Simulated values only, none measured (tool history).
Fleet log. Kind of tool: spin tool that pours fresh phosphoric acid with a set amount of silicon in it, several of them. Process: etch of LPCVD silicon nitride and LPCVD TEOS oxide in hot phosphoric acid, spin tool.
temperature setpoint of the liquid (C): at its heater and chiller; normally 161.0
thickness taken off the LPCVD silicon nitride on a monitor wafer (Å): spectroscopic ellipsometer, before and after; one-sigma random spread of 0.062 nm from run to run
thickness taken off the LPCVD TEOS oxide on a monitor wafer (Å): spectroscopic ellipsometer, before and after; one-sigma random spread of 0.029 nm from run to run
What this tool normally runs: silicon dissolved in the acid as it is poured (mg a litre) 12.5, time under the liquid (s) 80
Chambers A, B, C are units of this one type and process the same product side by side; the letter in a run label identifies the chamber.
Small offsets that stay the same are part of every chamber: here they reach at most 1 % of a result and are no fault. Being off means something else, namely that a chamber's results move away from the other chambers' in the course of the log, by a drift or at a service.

| run | hour | temperature setpoint of the liquid (C) | silicon dissolved in the acid as it is poured (mg a litre) | time under the liquid (s) | hours since the thermometer was replaced | hours since the dissolved silicon flow meter was replaced | hours since the heated supply line was repaired | read-back film thickness of the LPCVD silicon nitride reference wafer, read on the same gauge (nm) | read-back film thickness of the LPCVD TEOS oxide reference wafer, read on the same gauge (nm) | thickness taken off the LPCVD silicon nitride on a monitor wafer (Å) | thickness taken off the LPCVD TEOS oxide on a monitor wafer (Å) |
|---|---|---|---|---|---|---|---|---|---|---|---|
| 1C | 4.7 | 161.0 | 12.5 | 80 | 609.2 | 804.3 | 3415.5 | 70.025 | 80.006 | 67.636 | 2.33520 |
| 2B | 6.9 | 161.0 | 12.5 | 80 | 466.1 | 2234.6 | 2760.3 | 69.986 | 79.963 | 66.131 | 2.74410 |
| 3A | 10.2 | 161.0 | 12.5 | 80 | 40.9 | 765.2 | 344.6 | 69.982 | 79.994 | 67.562 | 2.46680 |
| 4A | 14.8 | 161.0 | 12.5 | 80 | 45.5 | 769.8 | 349.2 | 69.992 | 79.992 | 66.720 | 2.58850 |
| 5C | 16.9 | 161.0 | 12.5 | 80 | 621.4 | 816.5 | 3427.7 | 70.000 | 80.031 | 67.230 | 2.63790 |
| 6B | 19.4 | 161.0 | 12.5 | 80 | 478.6 | 2247.1 | 2772.8 | 69.988 | 80.036 | 67.760 | 2.21540 |
| 7B | 21.9 | 161.0 | 12.5 | 80 | 481.1 | 2249.6 | 2775.3 | 69.985 | 80.013 | 66.021 | 2.65350 |
| 8C | 25.3 | 161.0 | 12.5 | 80 | 629.8 | 824.9 | 3436.1 | 70.025 | 79.992 | 66.730 | 2.44470 |
| 9A | 27.5 | 161.0 | 12.5 | 80 | 58.2 | 782.5 | 361.9 | 69.985 | 80.007 | 67.486 | 2.74530 |
| 10B | 30.8 | 161.0 | 12.5 | 80 | 490.0 | 2258.5 | 2784.2 | 70.009 | 79.980 | 67.836 | 2.16880 |
| 11A | 35.4 | 161.0 | 12.5 | 80 | 66.1 | 790.4 | 369.8 | 69.986 | 80.022 | 66.908 | 2.34340 |
| 12C | 39.3 | 161.0 | 12.5 | 80 | 643.8 | 838.9 | 3450.1 | 70.008 | 79.987 | 66.782 | 2.65370 |
| 13A | 41.4 | 161.0 | 12.5 | 80 | 72.1 | 796.4 | 375.8 | 70.011 | 79.980 | 66.680 | 2.67040 |
| 14B | 45.4 | 161.0 | 12.5 | 80 | 504.6 | 2273.1 | 2798.8 | 70.024 | 79.946 | 66.465 | 2.45420 |
| 15C | 48.7 | 159.5 | 12.5 | 30 | 653.2 | 848.3 | 3459.5 | 69.994 | 79.978 | 23.898 | 0.74626 |
| 16C | 51.4 | 159.5 | 12.5 | 30 | 655.9 | 851.0 | 3462.2 | 69.994 | 79.948 | 23.814 | 0.70275 |
| 17B | 55.0 | 159.5 | 12.5 | 30 | 514.2 | 2282.7 | 2808.4 | 70.027 | 80.000 | 24.039 | 1.00660 |
| 18A | 58.8 | 161.0 | 12.5 | 120 | 89.5 | 813.8 | 393.2 | 70.036 | 80.004 | 95.524 | 3.72980 |
| 19C | 62.2 | 161.0 | 12.5 | 120 | 666.7 | 861.8 | 3473.0 | 69.981 | 80.010 | 99.324 | 3.74310 |
|  | 64.6 | chamber B: dissolved silicon flow meter replaced |
| 20B | 66.2 | 161.0 | 12.5 | 120 | 525.4 | 1.7 | 2819.6 | 70.004 | 79.961 | 100.870 | 3.91670 |
| 21A | 70.1 | 161.0 | 12.5 | 80 | 100.8 | 825.1 | 404.5 | 69.978 | 80.008 | 63.168 | 1.90310 |
| 22C | 73.1 | 161.0 | 12.5 | 80 | 677.6 | 872.7 | 3483.9 | 69.988 | 80.021 | 66.018 | 2.02630 |
| 23A | 76.5 | 161.0 | 12.5 | 80 | 107.2 | 831.5 | 410.9 | 69.998 | 80.003 | 61.709 | 2.09740 |
| 24B | 80.9 | 161.0 | 12.5 | 80 | 540.1 | 16.4 | 2834.3 | 69.997 | 79.999 | 66.785 | 2.62140 |

Which is it: a chamber that has drifted or been left off by a service, a gauge drift common to all chambers, or only each chamber's usual small offset? If a chamber is off, name it and its likeliest cause.

Chamber A drifts away from the others.
Most likely cause: temperature lost on the way to the wafer (K) = 2.94.
From this log alone, it may not be told apart from: liquid colder than its thermometer reads (K).

Here are 4 candidates for chamber A's next run, each the usual settings with a change, their results left as question marks. Which one brings its results back in line with what the others give on the usual settings?
Counts as in line when no further than this from what the other chambers average on the usual settings: thickness taken off the LPCVD silicon nitride on a monitor wafer (Å) 2.200; thickness taken off the LPCVD TEOS oxide on a monitor wafer (Å) 1.00000
| 25A-1 | 84.4 | 162.5 | 5.0 | 90 |  |  |  |  |  | ? | ? |
| 25A-2 | 84.4 | 162.0 | 8.0 | 85 |  |  |  |  |  | ? | ? |
| 25A-3 | 84.4 | 160.0 | 19.5 | 70 |  |  |  |  |  | ? | ? |
| 25A-4 | 84.4 | 160.5 | 16.5 | 75 |  |  |  |  |  | ? | ? |

Other chambers, usual settings, mean: thickness taken off the LPCVD silicon nitride on a monitor wafer (Å) 67.031; thickness taken off the LPCVD TEOS oxide on a monitor wafer (Å) 2.46300
| run | thickness taken off the LPCVD silicon nitride on a monitor wafer (Å) | thickness taken off the LPCVD TEOS oxide on a monitor wafer (Å) |
|---|---|---|
| 25A-1 | 72.290 | 2.88080 |
| 25A-2 | 67.134 | 2.45930 |
| 25A-3 | 51.630 | 1.31170 |
| 25A-4 | 56.285 | 1.58800 |
25A-2 is the one that brings the chamber's results back in line with the other chambers.

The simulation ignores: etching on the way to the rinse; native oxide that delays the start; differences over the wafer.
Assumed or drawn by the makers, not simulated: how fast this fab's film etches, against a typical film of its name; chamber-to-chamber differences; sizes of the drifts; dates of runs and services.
